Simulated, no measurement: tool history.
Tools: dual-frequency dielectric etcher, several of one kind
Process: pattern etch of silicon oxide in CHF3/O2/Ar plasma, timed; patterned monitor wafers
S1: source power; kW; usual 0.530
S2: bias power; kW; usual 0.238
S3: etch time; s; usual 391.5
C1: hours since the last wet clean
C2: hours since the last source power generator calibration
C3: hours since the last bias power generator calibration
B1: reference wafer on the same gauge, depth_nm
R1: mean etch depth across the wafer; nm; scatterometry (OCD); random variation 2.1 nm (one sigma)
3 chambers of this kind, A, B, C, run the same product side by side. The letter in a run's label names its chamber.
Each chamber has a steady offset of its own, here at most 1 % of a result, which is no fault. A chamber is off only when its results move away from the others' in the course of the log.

run 1C day=0.158 | S1=0.530 S2=0.238 S3=391.5 | C1=182.3 C2=1588.3 C3=2686.0 | B1=837.12 | R1=816.86
run 2B day=0.317 | S1=0.530 S2=0.238 S3=391.5 | C1=17.7 C2=3003.9 C3=1844.6 | B1=836.81 | R1=810.78
run 3A day=0.608 | S1=0.530 S2=0.238 S3=391.5 | C1=360.8 C2=1242.5 C3=359.6 | B1=837.26 | R1=813.38
run 4C day=0.862 | S1=0.530 S2=0.238 S3=391.5 | C1=199.2 C2=1605.2 C3=2702.9 | B1=837.56 | R1=817.60
run 5B day=1.096 | S1=0.530 S2=0.238 S3=391.5 | C1=36.4 C2=3022.6 C3=1863.3 | B1=837.79 | R1=809.59
run 6A day=1.238 | S1=0.530 S2=0.238 S3=391.5 | C1=375.9 C2=1257.6 C3=374.7 | B1=837.13 | R1=814.80
run 7A day=1.425 | S1=0.530 S2=0.238 S3=391.5 | C1=380.4 C2=1262.1 C3=379.2 | B1=837.05 | R1=814.20
run 8C day=1.667 | S1=0.530 S2=0.238 S3=391.5 | C1=218.5 C2=1624.5 C3=2722.2 | B1=836.66 | R1=816.57
-- day=1.875 chamber A: wet clean of the chamber
run 9B day=1.900 | S1=0.490 S2=0.279 S3=391.5 | C1=55.7 C2=3041.9 C3=1882.6 | B1=837.14 | R1=831.63
run 10C day=2.112 | S1=0.490 S2=0.279 S3=391.5 | C1=229.2 C2=1635.2 C3=2732.9 | B1=837.23 | R1=842.51
run 11B day=2.246 | S1=0.490 S2=0.279 S3=391.5 | C1=64.0 C2=3050.2 C3=1890.9 | B1=837.20 | R1=834.09
run 12A day=2.383 | S1=0.530 S2=0.238 S3=391.5 | C1=12.2 C2=1285.1 C3=402.2 | B1=836.60 | R1=813.21
run 13B day=2.529 | S1=0.530 S2=0.238 S3=391.5 | C1=70.8 C2=3057.0 C3=1897.7 | B1=837.10 | R1=812.37
run 14A day=2.708 | S1=0.530 S2=0.238 S3=391.5 | C1=20.0 C2=1292.9 C3=410.0 | B1=837.14 | R1=811.91
run 15C day=2.904 | S1=0.530 S2=0.238 S3=391.5 | C1=248.2 C2=1654.2 C3=2751.9 | B1=837.34 | R1=817.70
run 16A day=3.038 | S1=0.530 S2=0.238 S3=391.5 | C1=27.9 C2=1300.8 C3=417.9 | B1=836.74 | R1=811.65
run 17B day=3.317 | S1=0.530 S2=0.238 S3=391.5 | C1=89.7 C2=3075.9 C3=1916.6 | B1=837.05 | R1=808.80
run 18C day=3.508 | S1=0.530 S2=0.238 S3=391.5 | C1=262.7 C2=1668.7 C3=2766.4 | B1=837.14 | R1=819.35
run 19A day=3.779 | S1=0.530 S2=0.238 S3=391.5 | C1=45.7 C2=1318.6 C3=435.7 | B1=836.97 | R1=813.91
run 20C day=3.917 | S1=0.530 S2=0.238 S3=391.5 | C1=272.5 C2=1678.5 C3=2776.2 | B1=837.26 | R1=819.47
run 21B day=4.171 | S1=0.530 S2=0.238 S3=391.5 | C1=110.2 C2=3096.4 C3=1937.1 | B1=836.99 | R1=812.92
run 22B day=4.321 | S1=0.530 S2=0.238 S3=391.5 | C1=113.8 C2=3100.0 C3=1940.7 | B1=837.80 | R1=810.79
run 23A day=4.496 | S1=0.530 S2=0.238 S3=391.5 | C1=62.9 C2=1335.8 C3=452.9 | B1=837.26 | R1=814.89
run 24C day=4.712 | S1=0.620 S2=0.214 S3=391.5 | C1=291.6 C2=1697.6 C3=2795.3 | B1=836.97 | R1=836.31
run 25B day=4.962 | S1=0.620 S2=0.214 S3=391.5 | C1=129.2 C2=3115.4 C3=1956.1 | B1=836.67 | R1=829.95
run 26C day=5.125 | S1=0.620 S2=0.214 S3=391.5 | C1=301.5 C2=1707.5 C3=2805.2 | B1=836.49 | R1=840.61
run 27A day=5.350 | S1=0.530 S2=0.238 S3=391.5 | C1=83.4 C2=1356.3 C3=473.4 | B1=837.27 | R1=815.70
run 28B day=5.546 | S1=0.530 S2=0.238 S3=353.0 | C1=143.2 C2=3129.4 C3=1970.1 | B1=837.14 | R1=729.05
run 29C day=5.821 | S1=0.530 S2=0.238 S3=353.0 | C1=318.2 C2=1724.2 C3=2821.9 | B1=836.79 | R1=737.30
run 30A day=6.012 | S1=0.530 S2=0.238 S3=353.0 | C1=99.3 C2=1372.2 C3=489.3 | B1=837.44 | R1=734.30
run 31B day=6.162 | S1=0.530 S2=0.238 S3=391.5 | C1=158.0 C2=3144.2 C3=1984.9 | B1=837.11 | R1=815.21
run 32A day=6.354 | S1=0.530 S2=0.238 S3=391.5 | C1=107.5 C2=1380.4 C3=497.5 | B1=837.17 | R1=815.73
run 33C day=6.517 | S1=0.530 S2=0.238 S3=391.5 | C1=334.9 C2=1740.9 C3=2838.6 | B1=837.21 | R1=817.29

Next, every chamber runs the same settings. What will each give?
run 34A day=6.725 | S1=0.530 S2=0.238 S3=391.5 | R1=?
run 34B day=6.725 | S1=0.530 S2=0.238 S3=391.5 | R1=?
run 34C day=6.725 | S1=0.530 S2=0.238 S3=391.5 | R1=?

run=34A R1=811.30
run=34B R1=811.96
run=34C R1=817.70

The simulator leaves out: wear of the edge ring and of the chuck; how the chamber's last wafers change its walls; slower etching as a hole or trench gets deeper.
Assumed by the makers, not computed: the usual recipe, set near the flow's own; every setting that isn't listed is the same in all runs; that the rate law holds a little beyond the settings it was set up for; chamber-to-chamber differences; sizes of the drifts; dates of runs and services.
